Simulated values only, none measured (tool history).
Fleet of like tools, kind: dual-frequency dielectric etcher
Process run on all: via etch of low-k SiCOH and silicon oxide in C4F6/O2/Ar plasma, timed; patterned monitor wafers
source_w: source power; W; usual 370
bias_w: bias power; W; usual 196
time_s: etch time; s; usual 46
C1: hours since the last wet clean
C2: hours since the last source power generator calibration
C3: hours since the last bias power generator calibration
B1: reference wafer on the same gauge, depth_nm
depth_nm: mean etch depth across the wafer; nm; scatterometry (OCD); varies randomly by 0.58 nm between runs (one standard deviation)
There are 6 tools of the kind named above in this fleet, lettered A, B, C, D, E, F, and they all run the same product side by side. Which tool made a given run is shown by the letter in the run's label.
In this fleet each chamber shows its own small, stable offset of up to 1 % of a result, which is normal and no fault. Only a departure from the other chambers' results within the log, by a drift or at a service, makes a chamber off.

Run 1D, hour 3.6: usual settings; C1 211.8; C2 1466.3; C3 1850.5; B1 105.1. Result: depth_nm 119.8 nm.
Run 2F, hour 10: usual settings; C1 242.7; C2 272.8; C3 3930; B1 104.98. Result: depth_nm 118.62 nm.
Run 3C, hour 15.6: usual settings; C1 436.5; C2 1914.2; C3 2281; B1 105.06. Result: depth_nm 119.57 nm.
Run 4A, hour 21.9: usual settings; C1 273.7; C2 570.1; C3 1815.2; B1 104.95. Result: depth_nm 120.04 nm.
Run 5B, hour 28.5: usual settings; C1 428.1; C2 1563.6; C3 1038.4; B1 105.12. Result: depth_nm 119.77 nm.
Run 6E, hour 31.9: usual settings; C1 102.1; C2 1974.5; C3 3387.2; B1 105.12. Result: depth_nm 118.18 nm.
Run 7E, hour 35.6: usual settings; C1 105.8; C2 1978.2; C3 3390.9; B1 105.08. Result: depth_nm 118.5 nm.
Run 8C, hour 41.8: usual settings; C1 462.7; C2 1940.4; C3 2307.2; B1 105.09. Result: depth_nm 119.41 nm.
Run 9A, hour 48.9: usual settings but source_w 290 W; C1 300.7; C2 597.1; C3 1842.2; B1 104.94. Result: depth_nm 109.41 nm.
Run 10F, hour 55.4: usual settings but source_w 290 W; C1 288.1; C2 318.2; C3 3975.4; B1 104.95. Result: depth_nm 109.02 nm.
Run 11B, hour 61.3: usual settings but source_w 290 W; C1 460.9; C2 1596.4; C3 1071.2; B1 105.08. Result: depth_nm 108.22 nm.
Run 12D, hour 64.8: usual settings but source_w 290 W; C1 273; C2 1527.5; C3 1911.7; B1 105.02. Result: depth_nm 109.91 nm.
Run 13B, hour 69.9: usual settings but source_w 290 W; C1 469.5; C2 1605; C3 1079.8; B1 104.94. Result: depth_nm 107.4 nm.
Run 14D, hour 76.2: usual settings but source_w 290 W; C1 284.4; C2 1538.9; C3 1923.1; B1 105. Result: depth_nm 109.25 nm.
Run 15C, hour 82.5: usual settings but bias_w 170 W; C1 503.4; C2 1981.1; C3 2347.9; B1 104.99. Result: depth_nm 114.01 nm.
Run 16E, hour 86.9: usual settings but bias_w 170 W; C1 157.1; C2 2029.5; C3 3442.2; B1 105.19. Result: depth_nm 112.94 nm.
At hour 91.1: chamber A: bias power generator calibrated.
Run 17A, hour 93.8: usual settings but bias_w 170 W; C1 345.6; C2 642; C3 2.7; B1 105.1. Result: depth_nm 112.68 nm.
Run 18F, hour 99.9: usual settings but bias_w 170 W; C1 332.6; C2 362.7; C3 4019.9; B1 105.04. Result: depth_nm 113.24 nm.
Run 19F, hour 104.9: usual settings but bias_w 170 W; C1 337.6; C2 367.7; C3 4024.9; B1 105. Result: depth_nm 115.07 nm.
Run 20B, hour 110: usual settings but bias_w 170 W; C1 509.6; C2 1645.1; C3 1119.9; B1 105.1. Result: depth_nm 112.49 nm.
Run 21C, hour 115.1: usual settings but time_s 50.5 s; C1 536; C2 2013.7; C3 2380.5; B1 105.05. Result: depth_nm 131.63 nm.
Run 22D, hour 118.8: usual settings but time_s 50.5 s; C1 327; C2 1581.5; C3 1965.7; B1 105.08. Result: depth_nm 131.41 nm.
Run 23A, hour 122.9: usual settings but time_s 50.5 s; C1 374.7; C2 671.1; C3 31.8; B1 105.03. Result: depth_nm 131.08 nm.
Run 24E, hour 128.4: usual settings but time_s 50.5 s; C1 198.6; C2 2071; C3 3483.7; B1 104.92. Result: depth_nm 129.98 nm.
Run 25C, hour 132.6: usual settings but time_s 50.5 s; C1 553.5; C2 2031.2; C3 2398; B1 105.01. Result: depth_nm 131.62 nm.
Run 26D, hour 137.6: usual settings but time_s 50.5 s; C1 345.8; C2 1600.3; C3 1984.5; B1 105.08. Result: depth_nm 131.03 nm.
Run 27B, hour 144: usual settings; C1 543.6; C2 1679.1; C3 1153.9; B1 104.88. Result: depth_nm 119.74 nm.
At hour 146.2: chamber D: wet clean of the chamber.
Run 28F, hour 147.6: usual settings; C1 380.3; C2 410.4; C3 4067.6; B1 104.99. Result: depth_nm 118.75 nm.
Run 29E, hour 152.2: usual settings; C1 222.4; C2 2094.8; C3 3507.5; B1 104.95. Result: depth_nm 118.7 nm.
Run 30A, hour 157.7: usual settings; C1 409.5; C2 705.9; C3 66.6; B1 105. Result: depth_nm 118.67 nm.
Run 31B, hour 160.8: usual settings but source_w 300 W, time_s 40.5 s; C1 560.4; C2 1695.9; C3 1170.7; B1 104.9. Result: depth_nm 96.862 nm.
At hour 166: chamber F: wet clean of the chamber.
Run 32C, hour 166.7: usual settings but source_w 300 W, time_s 40.5 s; C1 587.6; C2 2065.3; C3 2432.1; B1 104.88. Result: depth_nm 96.471 nm.
Run 33A, hour 170.4: usual settings but source_w 300 W, time_s 40.5 s; C1 422.2; C2 718.6; C3 79.3; B1 105.04. Result: depth_nm 96.115 nm.
Run 34E, hour 173.6: usual settings but source_w 300 W, time_s 40.5 s; C1 243.8; C2 2116.2; C3 3528.9; B1 105.01. Result: depth_nm 95.565 nm.
Run 35F, hour 178.9: usual settings but source_w 300 W, time_s 40.5 s; C1 12.9; C2 441.7; C3 4098.9; B1 105.01. Result: depth_nm 97.193 nm.
Run 36D, hour 184.8: usual settings but source_w 300 W, time_s 40.5 s; C1 38.7; C2 1647.5; C3 2031.7; B1 105.19. Result: depth_nm 97.789 nm.
Run 37C, hour 188.6: usual settings; C1 609.5; C2 2087.2; C3 2454; B1 104.95. Result: depth_nm 120.14 nm.
Run 38F, hour 193.6: usual settings; C1 27.6; C2 456.4; C3 4113.6; B1 105.06. Result: depth_nm 119.23 nm.
Run 39E, hour 199.3: usual settings; C1 269.5; C2 2141.9; C3 3554.6; B1 105.08. Result: depth_nm 118.91 nm.
Run 40D, hour 204.9: usual settings; C1 58.8; C2 1667.6; C3 2051.8; B1 104.94. Result: depth_nm 121.05 nm.
Run 41A, hour 211.5: usual settings; C1 463.3; C2 759.7; C3 120.4; B1 104.89. Result: depth_nm 119.25 nm.

Next, all 6 chambers run the settings below, one line each with question marks for the results. What does each chamber give?
Run 42A, hour 216.7: usual settings but bias_w 151 W. Result: depth_nm ?.
Run 42B, hour 216.7: usual settings but bias_w 151 W. Result: depth_nm ?.
Run 42C, hour 216.7: usual settings but bias_w 151 W. Result: depth_nm ?.
Run 42D, hour 216.7: usual settings but bias_w 151 W. Result: depth_nm ?.
Run 42E, hour 216.7: usual settings but bias_w 151 W. Result: depth_nm ?.
Run 42F, hour 216.7: usual settings but bias_w 151 W. Result: depth_nm ?.

run  depth_nm
42A    110.59
42B     110.4
42C    110.22
42D    110.09
42E    109.24
42F    110.28
